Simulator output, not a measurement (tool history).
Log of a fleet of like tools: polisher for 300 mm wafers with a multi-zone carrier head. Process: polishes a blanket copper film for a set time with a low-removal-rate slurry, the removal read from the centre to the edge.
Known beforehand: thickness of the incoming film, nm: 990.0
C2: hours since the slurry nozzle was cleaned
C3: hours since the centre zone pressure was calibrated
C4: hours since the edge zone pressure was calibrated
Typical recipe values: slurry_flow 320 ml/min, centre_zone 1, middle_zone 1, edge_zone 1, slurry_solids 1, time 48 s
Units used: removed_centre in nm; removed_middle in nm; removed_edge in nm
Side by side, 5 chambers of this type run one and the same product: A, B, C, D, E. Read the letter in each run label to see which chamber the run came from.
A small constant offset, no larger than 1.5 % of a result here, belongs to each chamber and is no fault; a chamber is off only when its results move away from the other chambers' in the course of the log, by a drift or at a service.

run 1A hour=5.8 | slurry_flow=320 centre_zone=1 middle_zone=1 edge_zone=1 slurry_solids=1 time=48 | wafers_polished_on_this_pad=355 C2=327.2 C3=675 C4=261.2 | removed_centre=135.78 removed_middle=135.14 removed_edge=134.62
run 2C hour=12.4 | slurry_flow=320 centre_zone=1 middle_zone=1 edge_zone=1 slurry_solids=1 time=48 | wafers_polished_on_this_pad=915 C2=171.8 C3=526.7 C4=323.7 | removed_centre=137.98 removed_middle=136.82 removed_edge=138.35
run 3B hour=19.3 | slurry_flow=320 centre_zone=1 middle_zone=1 edge_zone=1 slurry_solids=1 time=48 | wafers_polished_on_this_pad=545 C2=185.2 C3=505 C4=89.4 | removed_centre=137.05 removed_middle=139.23 removed_edge=138.51
run 4D hour=26.3 | slurry_flow=320 centre_zone=1 middle_zone=1 edge_zone=1 slurry_solids=1 time=48 | wafers_polished_on_this_pad=730 C2=275.8 C3=195.1 C4=613.3 | removed_centre=134.58 removed_middle=138.18 removed_edge=137.17
-- hour=31.9 chamber E: worn pad replaced by a new one
run 5E hour=36.4 | slurry_flow=320 centre_zone=1 middle_zone=1 edge_zone=1 slurry_solids=1 time=48 | wafers_polished_on_this_pad=54 C2=151.6 C3=58.7 C4=1335.8 | removed_centre=137.81 removed_middle=135.96 removed_edge=137.48
-- hour=36.8 chamber C: worn pad replaced by a new one
-- hour=36.9 chamber D: worn pad replaced by a new one
-- hour=41.9 chamber B: worn pad replaced by a new one
run 6D hour=42.9 | slurry_flow=320 centre_zone=1 middle_zone=1 edge_zone=1 slurry_solids=1 time=48 | wafers_polished_on_this_pad=72 C2=292.4 C3=211.7 C4=629.9 | removed_centre=135.86 removed_middle=137.76 removed_edge=137.83
-- hour=52.4 chamber A: worn pad replaced by a new one
run 7A hour=54.5 | slurry_flow=320 centre_zone=0.93 middle_zone=1 edge_zone=1 slurry_solids=1 time=48 | wafers_polished_on_this_pad=26 C2=375.9 C3=723.7 C4=309.9 | removed_centre=128.15 removed_middle=134.53 removed_edge=136.2
-- hour=58.8 chamber A: slurry nozzle cleaned
-- hour=61.8 chamber E: slurry nozzle cleaned
-- hour=63.4 chamber D: slurry nozzle cleaned
run 8C hour=65.4 | slurry_flow=320 centre_zone=0.93 middle_zone=1 edge_zone=1 slurry_solids=1 time=48 | wafers_polished_on_this_pad=345 C2=224.8 C3=579.7 C4=376.7 | removed_centre=126.77 removed_middle=137.48 removed_edge=139.34
run 9B hour=70.5 | slurry_flow=320 centre_zone=0.93 middle_zone=1 edge_zone=1 slurry_solids=1 time=48 | wafers_polished_on_this_pad=346 C2=236.4 C3=556.2 C4=140.6 | removed_centre=125.13 removed_middle=135.63 removed_edge=138.52
run 10E hour=79 | slurry_flow=320 centre_zone=0.93 middle_zone=1 edge_zone=1 slurry_solids=1 time=48 | wafers_polished_on_this_pad=569 C2=17.3 C3=101.3 C4=1378.4 | removed_centre=124.12 removed_middle=140.31 removed_edge=138.22
run 11B hour=87.8 | slurry_flow=320 centre_zone=0.93 middle_zone=1 edge_zone=1 slurry_solids=1 time=48 | wafers_polished_on_this_pad=555 C2=253.7 C3=573.5 C4=157.9 | removed_centre=126.68 removed_middle=137.41 removed_edge=136.74
run 12A hour=95.2 | slurry_flow=320 centre_zone=1 middle_zone=1 edge_zone=1 slurry_solids=1 time=48 | wafers_polished_on_this_pad=518 C2=36.5 C3=764.4 C4=350.6 | removed_centre=136.22 removed_middle=134.39 removed_edge=134.13
-- hour=101.1 chamber E: worn pad replaced by a new one
run 13E hour=106.4 | slurry_flow=320 centre_zone=1 middle_zone=1 edge_zone=1 slurry_solids=1 time=48 | wafers_polished_on_this_pad=64 C2=44.7 C3=128.7 C4=1405.8 | removed_centre=136.7 removed_middle=136.03 removed_edge=137.18
-- hour=111.1 chamber B: worn pad replaced by a new one
run 14C hour=112.2 | slurry_flow=320 centre_zone=1 middle_zone=1 edge_zone=1 slurry_solids=1 time=48 | wafers_polished_on_this_pad=911 C2=271.6 C3=626.5 C4=423.5 | removed_centre=135.01 removed_middle=140.66 removed_edge=138.84
-- hour=112.9 chamber D: worn pad replaced by a new one
-- hour=117.6 chamber A: worn pad replaced by a new one
run 15D hour=119.9 | slurry_flow=320 centre_zone=1 middle_zone=1 edge_zone=1 slurry_solids=1 time=48 | wafers_polished_on_this_pad=85 C2=56.5 C3=288.7 C4=706.9 | removed_centre=138 removed_middle=136.86 removed_edge=137.99
-- hour=121.8 chamber C: worn pad replaced by a new one
run 16E hour=131.5 | slurry_flow=320 centre_zone=1 middle_zone=1 edge_zone=1 slurry_solids=1 time=48 | wafers_polished_on_this_pad=368 C2=69.8 C3=153.8 C4=1430.9 | removed_centre=136.71 removed_middle=137.91 removed_edge=137.58
-- hour=132.5 chamber E: edge zone pressure recalibrated
-- hour=137.6 chamber A: edge zone pressure recalibrated
run 17A hour=138.6 | slurry_flow=320 centre_zone=1 middle_zone=1 edge_zone=1 slurry_solids=1 time=48 | wafers_polished_on_this_pad=254 C2=79.9 C3=807.8 C4=1.1 | removed_centre=138.7 removed_middle=139.11 removed_edge=134.47
run 18B hour=148.8 | slurry_flow=320 centre_zone=1 middle_zone=1 edge_zone=1 slurry_solids=1 time=48 | wafers_polished_on_this_pad=456 C2=314.7 C3=634.5 C4=218.9 | removed_centre=136.53 removed_middle=139.56 removed_edge=138.71
run 19D hour=155.9 | slurry_flow=320 centre_zone=1 middle_zone=1 edge_zone=1 slurry_solids=1 time=48 | wafers_polished_on_this_pad=520 C2=92.5 C3=324.7 C4=742.9 | removed_centre=136.35 removed_middle=137.48 removed_edge=137.34
run 20C hour=161.6 | slurry_flow=320 centre_zone=1 middle_zone=1 edge_zone=1 slurry_solids=1 time=48 | wafers_polished_on_this_pad=482 C2=321 C3=675.9 C4=472.9 | removed_centre=137.49 removed_middle=138.27 removed_edge=138.45
-- hour=166.3 chamber E: worn pad replaced by a new one
run 21B hour=170.4 | slurry_flow=320 centre_zone=1 middle_zone=1 edge_zone=1 slurry_solids=1 time=48 | wafers_polished_on_this_pad=717 C2=336.3 C3=656.1 C4=240.5 | removed_centre=136.18 removed_middle=135.6 removed_edge=135.88
-- hour=174.7 chamber D: worn pad replaced by a new one
run 22D hour=179.8 | slurry_flow=320 centre_zone=1 middle_zone=1 edge_zone=1 slurry_solids=1 time=48 | wafers_polished_on_this_pad=62 C2=116.4 C3=348.6 C4=766.8 | removed_centre=135.94 removed_middle=135.28 removed_edge=139.08
-- hour=181.3 chamber B: worn pad replaced by a new one
run 23A hour=187.6 | slurry_flow=320 centre_zone=1 middle_zone=1 edge_zone=1 slurry_solids=1 time=64 | wafers_polished_on_this_pad=846 C2=128.9 C3=856.8 C4=50.1 | removed_centre=183.86 removed_middle=177.2 removed_edge=181.59
run 24E hour=193.9 | slurry_flow=320 centre_zone=1 middle_zone=1 edge_zone=1 slurry_solids=1 time=64 | wafers_polished_on_this_pad=333 C2=132.2 C3=216.2 C4=61.5 | removed_centre=182.32 removed_middle=184.6 removed_edge=181.25
-- hour=196.8 chamber A: worn pad replaced by a new one
-- hour=203.4 chamber C: centre zone pressure recalibrated
run 25C hour=203.8 | slurry_flow=320 centre_zone=1 middle_zone=1 edge_zone=1 slurry_solids=1 time=64 | wafers_polished_on_this_pad=992 C2=363.2 C3=0.4 C4=515.1 | removed_centre=181.16 removed_middle=182.28 removed_edge=182.6
-- hour=205.3 chamber C: worn pad replaced by a new one
run 26E hour=214.4 | slurry_flow=320 centre_zone=1 middle_zone=1 edge_zone=1 slurry_solids=1 time=64 | wafers_polished_on_this_pad=581 C2=152.7 C3=236.7 C4=82 | removed_centre=181.01 removed_middle=181.72 removed_edge=182.62
run 27D hour=223.5 | slurry_flow=320 centre_zone=1 middle_zone=1 edge_zone=1 slurry_solids=1 time=64 | wafers_polished_on_this_pad=591 C2=160.1 C3=392.3 C4=810.5 | removed_centre=184.01 removed_middle=184.61 removed_edge=184.75
run 28A hour=232.8 | slurry_flow=320 centre_zone=1 middle_zone=1 edge_zone=1 slurry_solids=1 time=48 | wafers_polished_on_this_pad=436 C2=174.1 C3=902 C4=95.3 | removed_centre=138.74 removed_middle=134.73 removed_edge=136.43
run 29B hour=239.3 | slurry_flow=320 centre_zone=1 middle_zone=1 edge_zone=1 slurry_solids=1 time=48 | wafers_polished_on_this_pad=701 C2=405.2 C3=725 C4=309.4 | removed_centre=132.47 removed_middle=137.15 removed_edge=137.95
-- hour=242.9 chamber C: edge zone pressure recalibrated
run 30C hour=246.1 | slurry_flow=320 centre_zone=1 middle_zone=1 edge_zone=1 slurry_solids=1 time=48 | wafers_polished_on_this_pad=493 C2=405.5 C3=42.7 C4=3.2 | removed_centre=135.55 removed_middle=137.22 removed_edge=138.3
-- hour=246.7 chamber E: worn pad replaced by a new one
-- hour=251.1 chamber E: slurry nozzle cleaned
-- hour=251.7 chamber D: worn pad replaced by a new one
run 31C hour=253.8 | slurry_flow=320 centre_zone=1 middle_zone=1 edge_zone=1 slurry_solids=1 time=48 | wafers_polished_on_this_pad=586 C2=413.2 C3=50.4 C4=10.9 | removed_centre=135.26 removed_middle=137.94 removed_edge=138.5
-- hour=256.5 chamber B: worn pad replaced by a new one
run 32D hour=260.6 | slurry_flow=320 centre_zone=1.11 middle_zone=1 edge_zone=1 slurry_solids=1 time=62 | wafers_polished_on_this_pad=108 C2=197.2 C3=429.4 C4=847.6 | removed_centre=197.09 removed_middle=172.98 removed_edge=178.53
-- hour=262.1 chamber A: worn pad replaced by a new one
run 33B hour=265.9 | slurry_flow=320 centre_zone=1.11 middle_zone=1 edge_zone=1 slurry_solids=1 time=62 | wafers_polished_on_this_pad=114 C2=431.8 C3=751.6 C4=336 | removed_centre=198.48 removed_middle=177.34 removed_edge=179.22
run 34A hour=274.5 | slurry_flow=320 centre_zone=1.11 middle_zone=1 edge_zone=1 slurry_solids=1 time=62 | wafers_polished_on_this_pad=150 C2=215.8 C3=943.7 C4=137 | removed_centre=201.18 removed_middle=176.71 removed_edge=173.72
run 35E hour=283.3 | slurry_flow=320 centre_zone=1.11 middle_zone=1 edge_zone=1 slurry_solids=1 time=62 | wafers_polished_on_this_pad=442 C2=32.2 C3=305.6 C4=150.9 | removed_centre=199.66 removed_middle=178.87 removed_edge=176.8
-- hour=292 chamber B: slurry nozzle cleaned
run 36A hour=292 | slurry_flow=320 centre_zone=1.11 middle_zone=1 edge_zone=1 slurry_solids=1 time=62 | wafers_polished_on_this_pad=362 C2=233.3 C3=961.2 C4=154.5 | removed_centre=197.61 removed_middle=173.49 removed_edge=174.71
run 37B hour=298.3 | slurry_flow=320 centre_zone=1 middle_zone=1 edge_zone=1 slurry_solids=1 time=48 | wafers_polished_on_this_pad=506 C2=6.4 C3=784 C4=368.4 | removed_centre=136.67 removed_middle=137.48 removed_edge=138.54
-- hour=299.9 chamber C: worn pad replaced by a new one
run 38C hour=307.5 | slurry_flow=320 centre_zone=1 middle_zone=1 edge_zone=1 slurry_solids=1 time=48 | wafers_polished_on_this_pad=92 C2=466.9 C3=104.1 C4=64.6 | removed_centre=135.43 removed_middle=137.32 removed_edge=138.59
-- hour=314.5 chamber E: worn pad replaced by a new one
run 39E hour=316.6 | slurry_flow=320 centre_zone=1 middle_zone=1 edge_zone=1 slurry_solids=1.25 time=59 | wafers_polished_on_this_pad=25 C2=65.5 C3=338.9 C4=184.2 | removed_centre=178.18 removed_middle=176.14 removed_edge=176.92
-- hour=317.8 chamber B: worn pad replaced by a new one
run 40D hour=323.3 | slurry_flow=320 centre_zone=1 middle_zone=1 edge_zone=1 slurry_solids=1.25 time=59 | wafers_polished_on_this_pad=866 C2=259.9 C3=492.1 C4=910.3 | removed_centre=176.71 removed_middle=172.99 removed_edge=177.81
-- hour=325.6 chamber D: worn pad replaced by a new one
run 41C hour=333.8 | slurry_flow=320 centre_zone=1 middle_zone=1 edge_zone=1 slurry_solids=1.25 time=59 | wafers_polished_on_this_pad=410 C2=493.2 C3=130.4 C4=90.9 | removed_centre=178.63 removed_middle=176.6 removed_edge=176.2
-- hour=338 chamber B: edge zone pressure recalibrated
run 42E hour=343.5 | slurry_flow=320 centre_zone=1 middle_zone=1 edge_zone=1 slurry_solids=1.25 time=59 | wafers_polished_on_this_pad=351 C2=92.4 C3=365.8 C4=211.1 | removed_centre=177.44 removed_middle=175.55 removed_edge=177.39
run 43B hour=351.6 | slurry_flow=320 centre_zone=1 middle_zone=1 edge_zone=1 slurry_solids=1.25 time=59 | wafers_polished_on_this_pad=409 C2=59.7 C3=837.3 C4=13.6 | removed_centre=178.22 removed_middle=176.17 removed_edge=179.01
run 44D hour=359.6 | slurry_flow=320 centre_zone=1 middle_zone=1 edge_zone=1 slurry_solids=1 time=48 | wafers_polished_on_this_pad=411 C2=296.2 C3=528.4 C4=946.6 | removed_centre=136.33 removed_middle=134.59 removed_edge=138.98

The same settings go to every chamber for the next run, one line per chamber below. Forecast the results for each:
run 45A hour=368 | slurry_flow=320 centre_zone=1 middle_zone=1 edge_zone=1 slurry_solids=0.75 time=48 | removed_centre=? removed_middle=? removed_edge=?
run 45B hour=368 | slurry_flow=320 centre_zone=1 middle_zone=1 edge_zone=1 slurry_solids=0.75 time=48 | removed_centre=? removed_middle=? removed_edge=?
run 45C hour=368 | slurry_flow=320 centre_zone=1 middle_zone=1 edge_zone=1 slurry_solids=0.75 time=48 | removed_centre=? removed_middle=? removed_edge=?
run 45D hour=368 | slurry_flow=320 centre_zone=1 middle_zone=1 edge_zone=1 slurry_solids=0.75 time=48 | removed_centre=? removed_middle=? removed_edge=?
run 45E hour=368 | slurry_flow=320 centre_zone=1 middle_zone=1 edge_zone=1 slurry_solids=0.75 time=48 | removed_centre=? removed_middle=? removed_edge=?

run=45A removed_centre=128.26 removed_middle=127.99 removed_edge=127.08
run=45B removed_centre=125.88 removed_middle=130.27 removed_edge=128.53
run=45C removed_centre=126.42 removed_middle=132.06 removed_edge=129.84
run=45D removed_centre=127.06 removed_middle=127.63 removed_edge=130.54
run=45E removed_centre=127.14 removed_middle=127.34 removed_edge=131.21
